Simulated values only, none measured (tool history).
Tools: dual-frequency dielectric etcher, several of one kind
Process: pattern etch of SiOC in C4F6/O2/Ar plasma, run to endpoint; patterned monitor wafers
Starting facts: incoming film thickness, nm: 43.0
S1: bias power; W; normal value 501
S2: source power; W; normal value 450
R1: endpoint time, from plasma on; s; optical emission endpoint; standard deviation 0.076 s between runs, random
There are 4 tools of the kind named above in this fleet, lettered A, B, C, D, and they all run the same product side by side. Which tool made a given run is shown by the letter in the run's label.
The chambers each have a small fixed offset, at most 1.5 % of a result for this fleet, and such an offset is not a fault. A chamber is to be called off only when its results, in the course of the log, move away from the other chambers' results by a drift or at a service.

| run | hour | S1 | S2 | R1 |
|---|---|---|---|---|
| 1C | 5.7 | 501 | 450 | 14.064 |
| 2A | 15.6 | 501 | 450 | 13.994 |
| 3B | 25.6 | 501 | 450 | 13.886 |
| 4D | 36.9 | 501 | 450 | 13.774 |
| 5A | 46.1 | 501 | 450 | 13.893 |
| 6D | 54.2 | 501 | 450 | 13.815 |
| 7B | 61.7 | 598 | 390 | 13.793 |
| 8C | 69.7 | 598 | 390 | 13.818 |
| 9B | 77.4 | 598 | 390 | 13.636 |
| 10D | 88.1 | 598 | 390 | 13.527 |
| 11C | 98.3 | 501 | 450 | 14.042 |
| 12A | 105.3 | 501 | 450 | 14.165 |
| 13B | 114.6 | 501 | 450 | 13.793 |
|  | 117.5 | chamber B: wet clean of the chamber |
| 14C | 121.1 | 501 | 450 | 13.933 |
| 15A | 129.3 | 501 | 530 | 13.188 |
|  | 129.9 | chamber C: wet clean of the chamber |
| 16D | 135.5 | 501 | 530 | 13.008 |
| 17B | 143.5 | 501 | 530 | 13.066 |
| 18D | 152.7 | 501 | 530 | 12.993 |
| 19A | 159.5 | 501 | 450 | 14.12 |
| 20C | 171.2 | 501 | 410 | 14.292 |
| 21C | 178.7 | 501 | 410 | 14.482 |
| 22B | 187.6 | 501 | 410 | 14.427 |
| 23D | 194.9 | 501 | 410 | 14.246 |
|  | 204.7 | chamber D: wet clean of the chamber |
| 24A | 205.1 | 501 | 450 | 14.332 |
| 25A | 216.1 | 501 | 450 | 14.099 |
| 26B | 225.1 | 501 | 450 | 13.846 |
|  | 225.7 | chamber B: source power generator calibrated |
| 27C | 236.8 | 501 | 450 | 14.091 |
| 28D | 247.4 | 501 | 450 | 13.792 |
| 29A | 253.2 | 595 | 450 | 13.416 |
| 30C | 264.1 | 595 | 450 | 12.984 |
| 31B | 276.2 | 595 | 450 | 12.963 |
| 32D | 285.6 | 595 | 450 | 12.797 |
| 33B | 297.7 | 501 | 450 | 13.819 |
| 34C | 308.5 | 501 | 450 | 13.881 |
| 35A | 315.7 | 501 | 450 | 14.446 |
| 36D | 323.2 | 501 | 450 | 13.756 |
| 37D | 335.5 | 501 | 450 | 13.79 |
| 38C | 342.9 | 501 | 450 | 13.922 |
| 39A | 352.2 | 501 | 450 | 14.445 |
| 40B | 359.1 | 501 | 450 | 13.76 |
| 41A | 367.4 | 501 | 450 | 14.754 |

Has any chamber moved away from the others, gradually or after a service, or does the common gauge drift, or do the chambers differ only by their own small steady offsets? State the chamber and the most likely cause if one applies.

It is chamber A that slowly wanders off from its peers.
Cause: etch rate under this chamber's usual, % = 5.21.

Chamber A could run next with any of the 4 candidate recipes listed below; each alters the usual settings, and their results appear as question marks. Which one brings its results back in line with what the other chambers deliver on the usual settings?
In line here means within this much of the mean the other chambers give on the usual settings: R1 0.27 s
| 42A-1 | 376.3 | 501 | 420 | ? |
| 42A-2 | 376.3 | 459 | 410 | ? |
| 42A-3 | 376.3 | 583 | 450 | ? |
| 42A-4 | 376.3 | 537 | 450 | ? |

Usual-settings mean across the other chambers: R1 13.869 s
| run | R1 |
|---|---|
| 42A-1 | 15.132 |
| 42A-2 | 15.781 |
| 42A-3 | 13.919 |
| 42A-4 | 14.363 |
42A-3 puts the chamber back in line with the other chambers.
